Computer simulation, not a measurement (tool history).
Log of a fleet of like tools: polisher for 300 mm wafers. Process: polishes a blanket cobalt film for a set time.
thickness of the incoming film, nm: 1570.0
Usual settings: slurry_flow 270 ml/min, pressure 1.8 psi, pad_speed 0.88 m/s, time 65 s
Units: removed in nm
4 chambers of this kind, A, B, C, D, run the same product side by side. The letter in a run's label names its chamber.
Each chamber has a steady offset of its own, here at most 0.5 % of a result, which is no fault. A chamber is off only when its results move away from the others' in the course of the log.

run	day	slurry_flow	pressure	pad_speed	time	wafers polished on this pad	hours since the slurry nozzle was cleaned	hours since the head pressure was calibrated	removed
# day 0.05: chamber C: worn pad replaced by a new one
# day 0.167: chamber A: worn pad replaced by a new one
1C	0.558	270	1.8	0.88	65	166	191.3	193.7	286.41
2B	1.117	270	1.8	0.88	65	780	203.9	293.1	286.6
3D	1.408	270	1.8	0.88	65	664	154.4	532.4	278.18
# day 1.608: chamber B: worn pad replaced by a new one
4A	1.967	270	1.8	0.88	65	587	188	807.5	280.73
5C	2.517	270	1.8	1.04	65	805	238.3	240.7	335.18
# day 2.954: chamber A: worn pad replaced by a new one
6A	2.992	270	1.8	1.04	65	13	212.6	832.1	338.77
# day 3.083: chamber D: worn pad replaced by a new one
7D	3.454	270	1.8	1.04	65	122	203.5	581.5	329.28
# day 3.679: chamber C: worn pad replaced by a new one
8B	3.829	270	1.8	1.04	65	725	269	358.2	330.35
# day 3.954: chamber D: slurry nozzle cleaned
9C	4.183	270	1.8	0.88	83	165	278.3	280.7	361.65
# day 4.367: chamber B: worn pad replaced by a new one
10B	4.454	270	1.8	0.88	83	29	284	373.2	364.51
11D	4.792	270	1.8	0.88	83	558	20.1	613.6	353.68
12A	5.108	270	1.8	0.88	83	704	263.4	882.9	360.53
13D	5.496	270	1.8	0.88	65	788	37	630.5	286.66
14A	5.879	270	1.8	0.88	65	955	281.9	901.4	278.94
# day 6.121: chamber A: worn pad replaced by a new one
15C	6.325	270	1.8	0.88	65	864	329.7	332.1	284.44
# day 6.654: chamber D: worn pad replaced by a new one
16B	6.892	270	1.8	0.88	65	825	342.5	431.7	280.78
# day 7.204: chamber B: worn pad replaced by a new one
# day 7.408: chamber C: worn pad replaced by a new one
17D	7.492	270	1.8	0.88	65	274	84.9	678.4	285.01
18C	8.108	270	1.8	0.88	65	229	372.5	374.9	283.67
19B	8.454	270	1.8	0.88	65	408	380	469.2	283.16
20A	8.838	270	1.8	0.88	65	887	352.9	972.4	284.97
# day 9.233: chamber A: worn pad replaced by a new one
21A	9.271	270	1.8	0.88	65	12	363.3	982.8	284.35
# day 9.575: chamber D: head pressure recalibrated
# day 9.817: chamber B: worn pad replaced by a new one
22C	9.888	205	1.5	0.88	65	810	415.2	417.6	227.99
# day 9.938: chamber D: worn pad replaced by a new one
23D	10.471	205	1.5	0.88	65	174	156.4	21.6	227.17
# day 10.675: chamber B: slurry nozzle cleaned
# day 11: chamber C: worn pad replaced by a new one
24B	11.05	205	1.5	0.88	65	403	9	531.5	228.62
25D	11.517	205	1.5	0.88	65	515	181.5	46.7	223.56
26A	12.071	270	1.8	0.88	65	926	430.5	1050	281.44
# day 12.325: chamber C: slurry nozzle cleaned
# day 12.412: chamber B: worn pad replaced by a new one
27B	12.675	270	1.8	0.88	65	86	48	570.5	281.03
28C	13.288	270	1.3	0.98	65	747	23.1	499.2	229.16
29B	13.917	270	1.3	0.98	65	491	77.8	600.3	228.92

Is one chamber off against the others, does the gauge drift, or is nothing wrong? If a chamber is off, say which, and what the likeliest cause is.

No chamber stands off beyond its own small offset, and the gauge holds steady.
